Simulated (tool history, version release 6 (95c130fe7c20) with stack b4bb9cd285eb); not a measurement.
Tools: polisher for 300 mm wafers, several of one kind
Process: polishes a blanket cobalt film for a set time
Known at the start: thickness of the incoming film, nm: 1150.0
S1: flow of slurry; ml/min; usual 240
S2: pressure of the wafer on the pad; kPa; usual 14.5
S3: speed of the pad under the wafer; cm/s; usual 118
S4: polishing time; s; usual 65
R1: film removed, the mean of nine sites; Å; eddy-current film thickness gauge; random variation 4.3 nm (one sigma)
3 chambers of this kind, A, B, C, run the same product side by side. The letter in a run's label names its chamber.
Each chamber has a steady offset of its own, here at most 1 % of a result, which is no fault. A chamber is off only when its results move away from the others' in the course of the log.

{"run": "1A", "hour": 9.2, "S1": 240, "S2": 14.5, "S3": 118, "S4": 65, "R1": 4781.6}
{"hour": 16.1, "done": "chamber A: worn pad replaced by a new one"}
{"run": "2C", "hour": 20.1, "S1": 240, "S2": 14.5, "S3": 118, "S4": 65, "R1": 4860.6}
{"hour": 25.6, "done": "chamber B: worn pad replaced by a new one"}
{"run": "3B", "hour": 30.1, "S1": 240, "S2": 14.5, "S3": 118, "S4": 65, "R1": 4919.0}
{"hour": 33.6, "done": "chamber C: worn pad replaced by a new one"}
{"run": "4A", "hour": 44.9, "S1": 240, "S2": 14.5, "S3": 118, "S4": 65, "R1": 4813.4}
{"run": "5C", "hour": 53.2, "S1": 240, "S2": 14.5, "S3": 118, "S4": 65, "R1": 4826.6}
{"run": "6B", "hour": 62.9, "S1": 240, "S2": 14.5, "S3": 118, "S4": 65, "R1": 4877.7}
{"hour": 64.8, "done": "chamber C: head pressure recalibrated"}
{"run": "7A", "hour": 72.5, "S1": 240, "S2": 14.5, "S3": 118, "S4": 65, "R1": 4829.1}
{"run": "8B", "hour": 81.4, "S1": 240, "S2": 14.5, "S3": 118, "S4": 65, "R1": 4853.6}
{"run": "9C", "hour": 88.3, "S1": 240, "S2": 12.4, "S3": 118, "S4": 54, "R1": 3495.8}
{"run": "10B", "hour": 97.6, "S1": 240, "S2": 12.4, "S3": 118, "S4": 54, "R1": 3389.7}
{"run": "11C", "hour": 111.0, "S1": 240, "S2": 12.4, "S3": 118, "S4": 54, "R1": 3530.2}
{"hour": 119.7, "done": "chamber C: worn pad replaced by a new one"}
{"hour": 120.1, "done": "chamber A: worn pad replaced by a new one"}
{"run": "12A", "hour": 122.3, "S1": 240, "S2": 14.5, "S3": 118, "S4": 65, "R1": 4892.2}
{"run": "13A", "hour": 129.7, "S1": 240, "S2": 14.5, "S3": 88, "S4": 65, "R1": 3653.0}
{"hour": 129.8, "done": "chamber B: slurry nozzle cleaned"}
{"run": "14B", "hour": 140.8, "S1": 240, "S2": 14.5, "S3": 88, "S4": 65, "R1": 3617.1}
{"hour": 142.6, "done": "chamber B: worn pad replaced by a new one"}
{"hour": 148.2, "done": "chamber A: head pressure recalibrated"}
{"run": "15C", "hour": 156.4, "S1": 240, "S2": 14.5, "S3": 88, "S4": 65, "R1": 3608.8}
{"run": "16B", "hour": 164.8, "S1": 240, "S2": 14.5, "S3": 118, "S4": 65, "R1": 4814.5}
{"run": "17A", "hour": 172.0, "S1": 240, "S2": 14.5, "S3": 118, "S4": 82, "R1": 5602.2}
{"run": "18C", "hour": 181.4, "S1": 240, "S2": 14.5, "S3": 118, "S4": 82, "R1": 6065.5}
{"run": "19A", "hour": 189.3, "S1": 240, "S2": 14.5, "S3": 118, "S4": 82, "R1": 5545.1}
{"run": "20C", "hour": 199.6, "S1": 240, "S2": 14.5, "S3": 118, "S4": 65, "R1": 4875.3}
{"hour": 205.8, "done": "chamber C: worn pad replaced by a new one"}
{"run": "21B", "hour": 211.1, "S1": 240, "S2": 14.5, "S3": 118, "S4": 65, "R1": 4832.7}
{"hour": 214.8, "done": "chamber A: worn pad replaced by a new one"}
{"run": "22A", "hour": 220.9, "S1": 240, "S2": 14.5, "S3": 118, "S4": 65, "R1": 4443.7}
{"hour": 228.9, "done": "chamber C: slurry nozzle cleaned"}
{"run": "23C", "hour": 236.5, "S1": 240, "S2": 14.5, "S3": 118, "S4": 65, "R1": 4925.3}
{"hour": 239.7, "done": "chamber A: slurry nozzle cleaned"}
{"run": "24B", "hour": 248.9, "S1": 240, "S2": 14.5, "S3": 118, "S4": 65, "R1": 4880.9}
{"run": "25C", "hour": 256.0, "S1": 240, "S2": 14.5, "S3": 118, "S4": 65, "R1": 4882.1}
{"run": "26B", "hour": 270.6, "S1": 240, "S2": 14.5, "S3": 118, "S4": 65, "R1": 4850.1}
{"hour": 277.6, "done": "chamber B: worn pad replaced by a new one"}
{"run": "27A", "hour": 281.0, "S1": 240, "S2": 14.5, "S3": 118, "S4": 65, "R1": 4407.0}
{"hour": 284.7, "done": "chamber C: worn pad replaced by a new one"}
{"hour": 294.8, "done": "chamber A: worn pad replaced by a new one"}
{"run": "28C", "hour": 296.1, "S1": 240, "S2": 14.5, "S3": 118, "S4": 65, "R1": 4922.9}
{"run": "29B", "hour": 303.9, "S1": 240, "S2": 14.5, "S3": 118, "S4": 65, "R1": 4857.9}
{"run": "30A", "hour": 317.3, "S1": 240, "S2": 14.5, "S3": 118, "S4": 65, "R1": 4419.4}
{"run": "31C", "hour": 330.1, "S1": 240, "S2": 14.5, "S3": 118, "S4": 65, "R1": 4893.0}
{"hour": 335.9, "done": "chamber B: head pressure recalibrated"}
{"run": "32B", "hour": 338.1, "S1": 240, "S2": 14.5, "S3": 118, "S4": 65, "R1": 4809.4}
{"run": "33A", "hour": 347.6, "S1": 240, "S2": 14.5, "S3": 118, "S4": 65, "R1": 4419.8}
{"run": "34A", "hour": 354.8, "S1": 240, "S2": 14.5, "S3": 118, "S4": 65, "R1": 4368.7}
{"run": "35B", "hour": 368.1, "S1": 240, "S2": 14.5, "S3": 118, "S4": 65, "R1": 4925.3}
{"hour": 373.0, "done": "chamber C: worn pad replaced by a new one"}
{"run": "36C", "hour": 376.4, "S1": 240, "S2": 14.5, "S3": 118, "S4": 65, "R1": 4876.4}
{"run": "37B", "hour": 384.9, "S1": 240, "S2": 14.5, "S3": 118, "S4": 65, "R1": 4909.4}
{"hour": 396.4, "done": "chamber A: worn pad replaced by a new one"}
{"run": "38A", "hour": 398.7, "S1": 240, "S2": 14.5, "S3": 118, "S4": 65, "R1": 4430.2}
{"hour": 410.6, "done": "chamber B: worn pad replaced by a new one"}
{"run": "39C", "hour": 413.1, "S1": 240, "S2": 14.5, "S3": 118, "S4": 65, "R1": 4865.6}
{"run": "40C", "hour": 420.0, "S1": 240, "S2": 14.5, "S3": 118, "S4": 65, "R1": 4941.3}
{"run": "41A", "hour": 434.6, "S1": 240, "S2": 14.5, "S3": 118, "S4": 65, "R1": 4378.2}
{"run": "42B", "hour": 447.1, "S1": 240, "S2": 14.5, "S3": 118, "S4": 65, "R1": 4845.2}

What goes on in this fleet: one chamber off, a drifting gauge, or nothing beyond the chambers' own small offsets? Name the chamber and the cause, if any.

A service left chamber A off against the others.
Cause: head's pressure below its setpoint, % = 8.91.

Here are 4 candidates for chamber A's next run, each the usual settings with a change, their results left as question marks. Which one brings its results back in line with what the others give on the usual settings?
In line means no further than this from the other chambers' mean on the usual settings: R1 150.0 Å
{"run": "43A-1", "hour": 458.5, "S1": 240, "S2": 13.8, "S3": 112, "S4": 62, "R1": "?"}
{"run": "43A-2", "hour": 458.5, "S1": 240, "S2": 14.5, "S3": 118, "S4": 71, "R1": "?"}
{"run": "43A-3", "hour": 458.5, "S1": 240, "S2": 14.5, "S3": 106, "S4": 65, "R1": "?"}
{"run": "43A-4", "hour": 458.5, "S1": 240, "S2": 15.2, "S3": 124, "S4": 69, "R1": "?"}

The other chambers' mean on the usual settings: R1 4880.8 Å
run=43A-1 R1=3830.2
run=43A-2 R1=4846.9
run=43A-3 R1=3988.9
run=43A-4 R1=5180.5
43A-2 brings the chamber back in line.
